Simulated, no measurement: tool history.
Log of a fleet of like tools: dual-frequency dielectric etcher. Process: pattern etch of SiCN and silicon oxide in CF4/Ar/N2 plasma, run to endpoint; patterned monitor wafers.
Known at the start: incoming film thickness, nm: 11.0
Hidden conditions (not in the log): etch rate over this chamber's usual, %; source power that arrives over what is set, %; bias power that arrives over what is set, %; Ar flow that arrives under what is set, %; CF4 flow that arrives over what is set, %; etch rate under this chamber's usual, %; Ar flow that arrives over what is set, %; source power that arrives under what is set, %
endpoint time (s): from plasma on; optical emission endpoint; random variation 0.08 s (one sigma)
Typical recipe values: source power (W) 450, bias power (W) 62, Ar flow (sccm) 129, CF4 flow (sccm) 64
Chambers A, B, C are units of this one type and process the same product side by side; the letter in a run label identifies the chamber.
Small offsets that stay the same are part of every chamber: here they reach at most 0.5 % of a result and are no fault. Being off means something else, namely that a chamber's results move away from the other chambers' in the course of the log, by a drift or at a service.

run   hour  source power (W)  bias power (W)  Ar flow (sccm)  CF4 flow (sccm)  hours since the last wet clean  hours since the last source power generator calibration  hours since the last bias power generator calibration  hours since the last Ar flow controller change  hours since the last CF4 flow controller change  endpoint time (s)
 1C    9.2               450              62             129               64                            81.8                                                   3305.5                                                  897.2                                           453.8                                           2425.7             14.387
 2B   17.7               450              62             129               64                           100.5                                                   1741.5                                                 2164.6                                          1353.4                                            123.2              14.12
 3A   23.5               450              62             129               64                           158.3                                                   2687.1                                                  538.7                                          1573.5                                           1364.9             14.035
 4A   32.1               450              62             129               64                           166.9                                                   2695.7                                                  547.3                                          1582.1                                           1373.5             14.124
 5B   39.7               400              62             129               64                           122.5                                                   1763.5                                                 2186.6                                          1375.4                                            145.2             15.715
 6C   46.4               400              62             129               64                             119                                                   3342.7                                                  934.4                                             491                                           2462.9             15.786
 7C   51.7               400              62             129               64                           124.3                                                     3348                                                  939.7                                           496.3                                           2468.2             15.973
 8B   57.6               450              62             129               64                           140.4                                                   1781.4                                                 2204.5                                          1393.3                                            163.1             14.267
 9A   66.8               450              62             129               64                           201.6                                                   2730.4                                                    582                                          1616.8                                           1408.2             14.035
10C   74.8               540              62             104               64                           147.4                                                   3371.1                                                  962.8                                           519.4                                           2491.3             11.717
11A   79.9               540              62             104               64                           214.7                                                   2743.5                                                  595.1                                          1629.9                                           1421.3             11.596
12B     88               540              62             104               64                           170.8                                                   1811.8                                                 2234.9                                          1423.7                                            193.5             11.678
13B   92.6               450              62             129               64                           175.4                                                   1816.4                                                 2239.5                                          1428.3                                            198.1             14.156
14C  101.2               450              62             129               64                           173.8                                                   3397.5                                                  989.2                                           545.8                                           2517.7             14.301
15A  107.5               450              62             129               64                           242.3                                                   2771.1                                                  622.7                                          1657.5                                           1448.9             14.201
16A  114.5               450              62             129               64                           249.3                                                   2778.1                                                  629.7                                          1664.5                                           1455.9             14.185
17C  121.3               450              62             129               64                           193.9                                                   3417.6                                                 1009.3                                           565.9                                           2537.8             14.364
18B  127.3               450              62             129               64                           210.1                                                   1851.1                                                 2274.2                                            1463                                            232.8             14.247
19B  136.2               450              62             129               64                             219                                                     1860                                                 2283.1                                          1471.9                                            241.7             14.196
20A  144.8               450              62             129               64                           279.6                                                   2808.4                                                    660                                          1694.8                                           1486.2             14.176
21C  153.8               450              62             129               64                           226.4                                                   3450.1                                                 1041.8                                           598.4                                           2570.3             14.482
22A    160               450              62             129               64                           294.8                                                   2823.6                                                  675.2                                            1710                                           1501.4             14.124
23B  168.2               450              62             129               64                             251                                                     1892                                                 2315.1                                          1503.9                                            273.7             14.451
24C  173.3               450              62             129               64                           245.9                                                   3469.6                                                 1061.3                                           617.9                                           2589.8             14.546
25A  182.4               450              62             129               64                           317.2                                                     2846                                                  697.6                                          1732.4                                           1523.8              14.03
26C  189.9               450              62             129               64                           262.5                                                   3486.2                                                 1077.9                                           634.5                                           2606.4             14.483
27B  194.1               450              62             129               64                           276.9                                                   1917.9                                                   2341                                          1529.8                                            299.6              14.35
28C  202.1               450              62             129               64                           274.7                                                   3498.4                                                 1090.1                                           646.7                                           2618.6             14.567
     203.7  -- chamber A: Ar flow controller replaced
29A  207.4               450              62             129               64                           342.2                                                     2871                                                  722.6                                             3.7                                           1548.8             14.179
30B  214.9               450              62             129               64                           297.7                                                   1938.7                                                 2361.8                                          1550.6                                            320.4             14.284
31A  223.3               450              62             129               64                           358.1                                                   2886.9                                                  738.5                                            19.6                                           1564.7              14.11
     229.9  -- chamber C: CF4 flow controller replaced
32C  232.1               450              62             129               64                           304.7                                                   3528.4                                                 1120.1                                           676.7                                              2.2             14.624
33B  240.2               450              62             129               64                             323                                                     1964                                                 2387.1                                          1575.9                                            345.7             14.187
34B  249.2               450              62             129               64                             332                                                     1973                                                 2396.1                                          1584.9                                            354.7             14.153
35C  256.4               450              62             129               64                             329                                                   3552.7                                                 1144.4                                             701                                             26.5              14.79
36A    261               450              62             129               64                           395.8                                                   2924.6                                                  776.2                                            57.3                                           1602.4             14.248
37B  267.9               450              62             129               64                           350.7                                                   1991.7                                                 2414.8                                          1603.6                                            373.4             14.342

All 3 chambers run these settings next. Forecast each chamber's results:
38A  274.6               450              62             129               64                                                                                                                                                                                                                                                                   ?
38B  274.6               450              62             129               64                                                                                                                                                                                                                                                                   ?
38C  274.6               450              62             129               64                                                                                                                                                                                                                                                                   ?

run  endpoint time (s)
38A             14.254
38B             14.178
38C             14.766

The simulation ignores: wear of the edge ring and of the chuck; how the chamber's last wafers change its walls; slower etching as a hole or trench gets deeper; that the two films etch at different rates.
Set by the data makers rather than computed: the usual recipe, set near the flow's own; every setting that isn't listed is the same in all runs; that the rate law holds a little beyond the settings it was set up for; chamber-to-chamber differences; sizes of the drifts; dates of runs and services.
